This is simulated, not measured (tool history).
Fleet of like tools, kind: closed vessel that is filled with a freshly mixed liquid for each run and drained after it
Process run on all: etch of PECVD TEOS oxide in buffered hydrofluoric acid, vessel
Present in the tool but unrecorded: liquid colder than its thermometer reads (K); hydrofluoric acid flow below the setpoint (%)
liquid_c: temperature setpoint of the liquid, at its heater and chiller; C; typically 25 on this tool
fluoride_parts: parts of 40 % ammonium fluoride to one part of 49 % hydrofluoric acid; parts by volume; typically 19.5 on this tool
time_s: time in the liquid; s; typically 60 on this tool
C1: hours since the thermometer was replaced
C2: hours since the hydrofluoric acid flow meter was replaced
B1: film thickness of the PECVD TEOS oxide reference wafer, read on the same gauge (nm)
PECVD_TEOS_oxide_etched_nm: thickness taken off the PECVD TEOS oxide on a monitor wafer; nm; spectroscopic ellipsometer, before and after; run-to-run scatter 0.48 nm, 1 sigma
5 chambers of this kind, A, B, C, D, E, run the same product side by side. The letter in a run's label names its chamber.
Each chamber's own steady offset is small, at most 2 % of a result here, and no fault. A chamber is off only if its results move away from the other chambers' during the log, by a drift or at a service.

Run 1D, day 0.258: usual settings; C1 1025.7; C2 247.1; B1 70.021. Result: PECVD_TEOS_oxide_etched_nm 55.539 nm.
Run 2A, day 0.508: usual settings; C1 1181.2; C2 1336.3; B1 69.98. Result: PECVD_TEOS_oxide_etched_nm 54.694 nm.
Run 3E, day 0.633: usual settings; C1 538.5; C2 73.5; B1 70.024. Result: PECVD_TEOS_oxide_etched_nm 55.591 nm.
Run 4C, day 0.758: usual settings; C1 276; C2 435.1; B1 69.984. Result: PECVD_TEOS_oxide_etched_nm 56.214 nm.
Run 5B, day 0.975: usual settings; C1 1059; C2 277.5; B1 69.971. Result: PECVD_TEOS_oxide_etched_nm 55.681 nm.
Run 6D, day 1.096: usual settings; C1 1045.8; C2 267.2; B1 70.039. Result: PECVD_TEOS_oxide_etched_nm 55.118 nm.
Run 7A, day 1.246: usual settings; C1 1198.9; C2 1354; B1 69.986. Result: PECVD_TEOS_oxide_etched_nm 54.871 nm.
Run 8B, day 1.358: usual settings; C1 1068.2; C2 286.7; B1 70.013. Result: PECVD_TEOS_oxide_etched_nm 55.205 nm.
Run 9E, day 1.608: usual settings; C1 561.9; C2 96.9; B1 70.013. Result: PECVD_TEOS_oxide_etched_nm 54.8 nm.
Run 10C, day 1.796: usual settings; C1 300.9; C2 460; B1 70.03. Result: PECVD_TEOS_oxide_etched_nm 56.758 nm.
Run 11C, day 2.021: usual settings; C1 306.3; C2 465.4; B1 70.012. Result: PECVD_TEOS_oxide_etched_nm 56.115 nm.
Run 12D, day 2.162: usual settings; C1 1071.4; C2 292.8; B1 70.012. Result: PECVD_TEOS_oxide_etched_nm 55.738 nm.
Run 13B, day 2.354: usual settings; C1 1092.1; C2 310.6; B1 70.029. Result: PECVD_TEOS_oxide_etched_nm 55.715 nm.
Run 14A, day 2.521: usual settings; C1 1229.5; C2 1384.6; B1 70.018. Result: PECVD_TEOS_oxide_etched_nm 54.479 nm.
Run 15E, day 2.679: usual settings; C1 587.6; C2 122.6; B1 69.981. Result: PECVD_TEOS_oxide_etched_nm 55.06 nm.
Run 16A, day 2.829: usual settings; C1 1236.9; C2 1392; B1 70.01. Result: PECVD_TEOS_oxide_etched_nm 54.788 nm.
Run 17C, day 2.971: usual settings; C1 329.1; C2 488.2; B1 69.977. Result: PECVD_TEOS_oxide_etched_nm 55.647 nm.
Run 18D, day 3.142: usual settings; C1 1094.9; C2 316.3; B1 70.03. Result: PECVD_TEOS_oxide_etched_nm 56.004 nm.
Run 19E, day 3.312: usual settings; C1 602.8; C2 137.8; B1 70.012. Result: PECVD_TEOS_oxide_etched_nm 54.727 nm.
Run 20B, day 3.517: usual settings but time_s 40 s; C1 1120; C2 338.5; B1 70.045. Result: PECVD_TEOS_oxide_etched_nm 37.055 nm.
Run 21E, day 3.758: usual settings but time_s 40 s; C1 613.5; C2 148.5; B1 69.997. Result: PECVD_TEOS_oxide_etched_nm 36.695 nm.
Run 22D, day 3.912: usual settings but time_s 40 s; C1 1113.4; C2 334.8; B1 70.007. Result: PECVD_TEOS_oxide_etched_nm 37.099 nm.
Run 23A, day 4.112: usual settings but time_s 40 s; C1 1267.7; C2 1422.8; B1 69.983. Result: PECVD_TEOS_oxide_etched_nm 36.791 nm.
Run 24B, day 4.246: usual settings but time_s 40 s; C1 1137.5; C2 356; B1 70. Result: PECVD_TEOS_oxide_etched_nm 37.396 nm.
Run 25C, day 4.375: usual settings; C1 362.8; C2 521.9; B1 69.965. Result: PECVD_TEOS_oxide_etched_nm 54.158 nm.
Run 26B, day 4.538: usual settings; C1 1144.5; C2 363; B1 70.023. Result: PECVD_TEOS_oxide_etched_nm 55.992 nm.
Run 27D, day 4.712: usual settings; C1 1132.6; C2 354; B1 69.997. Result: PECVD_TEOS_oxide_etched_nm 56.079 nm.
At day 4.867: chamber D: thermometer replaced.
Run 28C, day 4.9: usual settings; C1 375.4; C2 534.5; B1 70.006. Result: PECVD_TEOS_oxide_etched_nm 52.613 nm.
Run 29E, day 5.075: usual settings; C1 645.1; C2 180.1; B1 70.001. Result: PECVD_TEOS_oxide_etched_nm 55.094 nm.
Run 30A, day 5.238: usual settings but fluoride_parts 22.5 parts by volume, time_s 35 s; C1 1294.7; C2 1449.8; B1 69.987. Result: PECVD_TEOS_oxide_etched_nm 28.161 nm.
Run 31A, day 5.417: usual settings but fluoride_parts 22.5 parts by volume, time_s 35 s; C1 1299; C2 1454.1; B1 69.993. Result: PECVD_TEOS_oxide_etched_nm 28.546 nm.
Run 32E, day 5.646: usual settings but fluoride_parts 22.5 parts by volume, time_s 35 s; C1 658.8; C2 193.8; B1 70.021. Result: PECVD_TEOS_oxide_etched_nm 29.092 nm.
Run 33C, day 5.892: usual settings but fluoride_parts 22.5 parts by volume, time_s 35 s; C1 399.2; C2 558.3; B1 69.999. Result: PECVD_TEOS_oxide_etched_nm 26.797 nm.
Run 34B, day 6.012: usual settings but fluoride_parts 22.5 parts by volume, time_s 35 s; C1 1179.9; C2 398.4; B1 70.01. Result: PECVD_TEOS_oxide_etched_nm 29.802 nm.
Run 35D, day 6.175: usual settings; C1 31.4; C2 389.1; B1 69.981. Result: PECVD_TEOS_oxide_etched_nm 55.565 nm.
Run 36B, day 6.358: usual settings; C1 1188.2; C2 406.7; B1 69.981. Result: PECVD_TEOS_oxide_etched_nm 55.413 nm.
Run 37C, day 6.612: usual settings; C1 416.5; C2 575.6; B1 69.997. Result: PECVD_TEOS_oxide_etched_nm 50.654 nm.

Predict what each chamber gives when all 5 of them run the settings below next.
Run 38A, day 6.8: usual settings but fluoride_parts 13 parts by volume. Result: PECVD_TEOS_oxide_etched_nm ?.
Run 38B, day 6.8: usual settings but fluoride_parts 13 parts by volume. Result: PECVD_TEOS_oxide_etched_nm ?.
Run 38C, day 6.8: usual settings but fluoride_parts 13 parts by volume. Result: PECVD_TEOS_oxide_etched_nm ?.
Run 38D, day 6.8: usual settings but fluoride_parts 13 parts by volume. Result: PECVD_TEOS_oxide_etched_nm ?.
Run 38E, day 6.8: usual settings but fluoride_parts 13 parts by volume. Result: PECVD_TEOS_oxide_etched_nm ?.

run  PECVD_TEOS_oxide_etched_nm
38A                      82.736
38B                      83.582
38C                      73.951
38D                      83.879
38E                      83.197
